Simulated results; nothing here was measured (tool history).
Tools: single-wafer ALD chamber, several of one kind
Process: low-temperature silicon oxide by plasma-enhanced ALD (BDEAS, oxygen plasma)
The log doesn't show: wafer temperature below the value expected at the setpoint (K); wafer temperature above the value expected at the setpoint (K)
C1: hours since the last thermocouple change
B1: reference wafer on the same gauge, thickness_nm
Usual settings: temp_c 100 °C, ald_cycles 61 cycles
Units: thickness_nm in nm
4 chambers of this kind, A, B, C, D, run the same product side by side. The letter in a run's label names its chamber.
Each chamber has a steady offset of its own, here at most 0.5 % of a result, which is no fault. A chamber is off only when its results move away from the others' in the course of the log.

{"run": "1D", "hour": 7.6, "temp_c": 100, "ald_cycles": 61, "C1": 649.1, "B1": 7.569, "thickness_nm": 8.7496}
{"run": "2A", "hour": 21.5, "temp_c": 100, "ald_cycles": 61, "C1": 1036.4, "B1": 7.567, "thickness_nm": 8.718}
{"run": "3B", "hour": 29.1, "temp_c": 100, "ald_cycles": 61, "C1": 677.8, "B1": 7.5666, "thickness_nm": 8.7235}
{"run": "4C", "hour": 39.5, "temp_c": 100, "ald_cycles": 61, "C1": 1644.3, "B1": 7.5641, "thickness_nm": 8.7217}
{"run": "5D", "hour": 47.5, "temp_c": 110, "ald_cycles": 66, "C1": 689, "B1": 7.5634, "thickness_nm": 9.2726}
{"run": "6C", "hour": 60.6, "temp_c": 110, "ald_cycles": 66, "C1": 1665.4, "B1": 7.5602, "thickness_nm": 9.2527}
{"run": "7A", "hour": 74.6, "temp_c": 110, "ald_cycles": 66, "C1": 1089.5, "B1": 7.5621, "thickness_nm": 9.2386}
{"run": "8B", "hour": 85.1, "temp_c": 110, "ald_cycles": 66, "C1": 733.8, "B1": 7.5599, "thickness_nm": 9.2686}
{"run": "9B", "hour": 99.3, "temp_c": 100, "ald_cycles": 61, "C1": 748, "B1": 7.5567, "thickness_nm": 8.6885}
{"run": "10A", "hour": 111.5, "temp_c": 100, "ald_cycles": 52, "C1": 1126.4, "B1": 7.5548, "thickness_nm": 7.411}
{"run": "11C", "hour": 125.7, "temp_c": 100, "ald_cycles": 52, "C1": 1730.5, "B1": 7.5502, "thickness_nm": 7.4099}
{"run": "12D", "hour": 132.9, "temp_c": 100, "ald_cycles": 52, "C1": 774.4, "B1": 7.5523, "thickness_nm": 7.4254}
{"run": "13D", "hour": 147.1, "temp_c": 100, "ald_cycles": 52, "C1": 788.6, "B1": 7.5507, "thickness_nm": 7.4416}
{"run": "14B", "hour": 154.7, "temp_c": 93, "ald_cycles": 61, "C1": 803.4, "B1": 7.5459, "thickness_nm": 8.9011}
{"run": "15A", "hour": 169.0, "temp_c": 93, "ald_cycles": 61, "C1": 1183.9, "B1": 7.5439, "thickness_nm": 8.8868}
{"run": "16C", "hour": 177.5, "temp_c": 93, "ald_cycles": 61, "C1": 1782.3, "B1": 7.5427, "thickness_nm": 8.9019}
{"run": "17D", "hour": 185.8, "temp_c": 93, "ald_cycles": 61, "C1": 827.3, "B1": 7.5445, "thickness_nm": 8.9665}
{"run": "18A", "hour": 193.9, "temp_c": 100, "ald_cycles": 61, "C1": 1208.8, "B1": 7.5406, "thickness_nm": 8.6432}
{"run": "19C", "hour": 203.8, "temp_c": 100, "ald_cycles": 61, "C1": 1808.6, "B1": 7.5411, "thickness_nm": 8.7065}
{"run": "20B", "hour": 217.6, "temp_c": 100, "ald_cycles": 61, "C1": 866.3, "B1": 7.5391, "thickness_nm": 8.6981}
{"run": "21A", "hour": 229.7, "temp_c": 89, "ald_cycles": 65, "C1": 1244.6, "B1": 7.5363, "thickness_nm": 9.5921}
{"run": "22D", "hour": 244.0, "temp_c": 89, "ald_cycles": 65, "C1": 885.5, "B1": 7.5338, "thickness_nm": 9.619}
{"run": "23C", "hour": 251.8, "temp_c": 89, "ald_cycles": 65, "C1": 1856.6, "B1": 7.536, "thickness_nm": 9.6249}
{"run": "24B", "hour": 260.8, "temp_c": 89, "ald_cycles": 65, "C1": 909.5, "B1": 7.536, "thickness_nm": 9.6187}
{"run": "25A", "hour": 268.6, "temp_c": 100, "ald_cycles": 61, "C1": 1283.5, "B1": 7.5323, "thickness_nm": 8.6454}
{"run": "26B", "hour": 280.7, "temp_c": 94, "ald_cycles": 70, "C1": 929.4, "B1": 7.529, "thickness_nm": 10.165}
{"run": "27C", "hour": 294.5, "temp_c": 94, "ald_cycles": 70, "C1": 1899.3, "B1": 7.5273, "thickness_nm": 10.131}
{"run": "28D", "hour": 304.5, "temp_c": 94, "ald_cycles": 70, "C1": 946, "B1": 7.5273, "thickness_nm": 10.198}
{"run": "29B", "hour": 318.5, "temp_c": 94, "ald_cycles": 70, "C1": 967.2, "B1": 7.5268, "thickness_nm": 10.158}

All 4 chambers run these settings next. Forecast each chamber's results:
{"run": "30A", "hour": 328.8, "temp_c": 100, "ald_cycles": 67, "thickness_nm": "?"}
{"run": "30B", "hour": 328.8, "temp_c": 100, "ald_cycles": 67, "thickness_nm": "?"}
{"run": "30C", "hour": 328.8, "temp_c": 100, "ald_cycles": 67, "thickness_nm": "?"}
{"run": "30D", "hour": 328.8, "temp_c": 100, "ald_cycles": 67, "thickness_nm": "?"}

run=30A thickness_nm=9.5146
run=30B thickness_nm=9.5059
run=30C thickness_nm=9.4928
run=30D thickness_nm=9.5688
